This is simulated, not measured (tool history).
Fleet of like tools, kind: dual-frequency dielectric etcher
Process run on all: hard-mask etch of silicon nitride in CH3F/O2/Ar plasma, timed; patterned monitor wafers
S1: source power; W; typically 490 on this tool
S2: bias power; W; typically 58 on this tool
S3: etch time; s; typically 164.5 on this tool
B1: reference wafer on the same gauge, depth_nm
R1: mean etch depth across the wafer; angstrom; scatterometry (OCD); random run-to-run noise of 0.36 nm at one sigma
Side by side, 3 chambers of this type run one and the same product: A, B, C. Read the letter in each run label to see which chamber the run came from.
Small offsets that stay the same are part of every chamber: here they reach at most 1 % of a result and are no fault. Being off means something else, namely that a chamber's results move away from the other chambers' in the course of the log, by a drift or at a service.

{"run": "1A", "hour": 8.1, "S1": 490, "S2": 58, "S3": 164.5, "B1": 129.13, "R1": 1151.3}
{"run": "2C", "hour": 15.5, "S1": 490, "S2": 58, "S3": 164.5, "B1": 129.01, "R1": 1156.4}
{"run": "3B", "hour": 28.7, "S1": 490, "S2": 58, "S3": 164.5, "B1": 129.03, "R1": 1160.6}
{"run": "4B", "hour": 36.6, "S1": 490, "S2": 58, "S3": 164.5, "B1": 129.1, "R1": 1160.4}
{"run": "5A", "hour": 44.5, "S1": 490, "S2": 58, "S3": 164.5, "B1": 129.08, "R1": 1144.9}
{"run": "6C", "hour": 57.6, "S1": 490, "S2": 64, "S3": 202.5, "B1": 129.05, "R1": 1465.5}
{"run": "7B", "hour": 66.0, "S1": 490, "S2": 64, "S3": 202.5, "B1": 129.04, "R1": 1478.2}
{"run": "8C", "hour": 79.3, "S1": 490, "S2": 64, "S3": 202.5, "B1": 129.03, "R1": 1466.4}
{"run": "9A", "hour": 91.2, "S1": 490, "S2": 58, "S3": 164.5, "B1": 129.0, "R1": 1153.7}
{"run": "10A", "hour": 103.0, "S1": 530, "S2": 58, "S3": 208.0, "B1": 128.93, "R1": 1494.5}
{"hour": 107.2, "done": "chamber A: wet clean of the chamber"}
{"hour": 107.6, "done": "chamber B: bias power generator calibrated"}
{"run": "11C", "hour": 115.3, "S1": 530, "S2": 58, "S3": 208.0, "B1": 129.12, "R1": 1506.8}
{"run": "12B", "hour": 123.6, "S1": 530, "S2": 58, "S3": 208.0, "B1": 129.01, "R1": 1514.6}
{"run": "13C", "hour": 130.6, "S1": 490, "S2": 58, "S3": 164.5, "B1": 128.99, "R1": 1152.3}
{"run": "14B", "hour": 143.8, "S1": 490, "S2": 58, "S3": 164.5, "B1": 128.97, "R1": 1160.2}
{"run": "15A", "hour": 154.3, "S1": 490, "S2": 58, "S3": 164.5, "B1": 129.03, "R1": 1147.2}
{"run": "16B", "hour": 162.1, "S1": 490, "S2": 58, "S3": 164.5, "B1": 129.08, "R1": 1164.8}
{"run": "17A", "hour": 171.8, "S1": 490, "S2": 58, "S3": 164.5, "B1": 129.08, "R1": 1153.5}
{"run": "18C", "hour": 180.0, "S1": 490, "S2": 58, "S3": 164.5, "B1": 129.01, "R1": 1150.0}
{"run": "19B", "hour": 187.0, "S1": 490, "S2": 58, "S3": 164.5, "B1": 129.01, "R1": 1159.8}
{"run": "20A", "hour": 196.5, "S1": 490, "S2": 58, "S3": 164.5, "B1": 128.94, "R1": 1153.8}
{"hour": 202.4, "done": "chamber C: source power generator calibrated"}
{"run": "21C", "hour": 207.0, "S1": 490, "S2": 58, "S3": 164.5, "B1": 128.91, "R1": 1153.9}
{"run": "22B", "hour": 214.3, "S1": 490, "S2": 58, "S3": 164.5, "B1": 129.05, "R1": 1157.1}
{"run": "23C", "hour": 223.1, "S1": 490, "S2": 58, "S3": 164.5, "B1": 129.05, "R1": 1153.5}
{"run": "24A", "hour": 229.5, "S1": 490, "S2": 58, "S3": 164.5, "B1": 128.96, "R1": 1152.6}
{"run": "25C", "hour": 238.3, "S1": 490, "S2": 58, "S3": 164.5, "B1": 128.97, "R1": 1152.4}
{"run": "26B", "hour": 246.0, "S1": 490, "S2": 58, "S3": 192.5, "B1": 129.02, "R1": 1355.1}
{"run": "27A", "hour": 256.8, "S1": 490, "S2": 58, "S3": 192.5, "B1": 128.96, "R1": 1349.9}
{"hour": 261.1, "done": "chamber C: wet clean of the chamber"}
{"run": "28A", "hour": 270.1, "S1": 490, "S2": 58, "S3": 192.5, "B1": 128.92, "R1": 1338.0}
{"run": "29C", "hour": 275.8, "S1": 490, "S2": 58, "S3": 164.5, "B1": 128.98, "R1": 1152.8}
{"run": "30B", "hour": 282.0, "S1": 490, "S2": 58, "S3": 124.0, "B1": 129.0, "R1": 876.72}
{"run": "31A", "hour": 289.4, "S1": 490, "S2": 58, "S3": 124.0, "B1": 128.99, "R1": 867.59}
{"run": "32B", "hour": 295.5, "S1": 490, "S2": 58, "S3": 124.0, "B1": 128.94, "R1": 875.02}
{"run": "33C", "hour": 301.9, "S1": 490, "S2": 58, "S3": 164.5, "B1": 129.07, "R1": 1158.0}
{"run": "34B", "hour": 309.1, "S1": 490, "S2": 58, "S3": 164.5, "B1": 128.92, "R1": 1173.1}
{"run": "35C", "hour": 322.3, "S1": 490, "S2": 58, "S3": 164.5, "B1": 129.02, "R1": 1154.0}
{"run": "36A", "hour": 330.0, "S1": 490, "S2": 58, "S3": 164.5, "B1": 129.0, "R1": 1149.1}
{"run": "37C", "hour": 342.4, "S1": 490, "S2": 58, "S3": 164.5, "B1": 128.98, "R1": 1157.0}
{"run": "38B", "hour": 355.7, "S1": 490, "S2": 58, "S3": 164.5, "B1": 129.0, "R1": 1161.2}

Predict what each chamber gives when all 3 of them run the settings below next.
{"run": "39A", "hour": 365.2, "S1": 490, "S2": 58, "S3": 149.5, "R1": "?"}
{"run": "39B", "hour": 365.2, "S1": 490, "S2": 58, "S3": 149.5, "R1": "?"}
{"run": "39C", "hour": 365.2, "S1": 490, "S2": 58, "S3": 149.5, "R1": "?"}

run=39A R1=1044.00
run=39B R1=1055.40
run=39C R1=1053.50

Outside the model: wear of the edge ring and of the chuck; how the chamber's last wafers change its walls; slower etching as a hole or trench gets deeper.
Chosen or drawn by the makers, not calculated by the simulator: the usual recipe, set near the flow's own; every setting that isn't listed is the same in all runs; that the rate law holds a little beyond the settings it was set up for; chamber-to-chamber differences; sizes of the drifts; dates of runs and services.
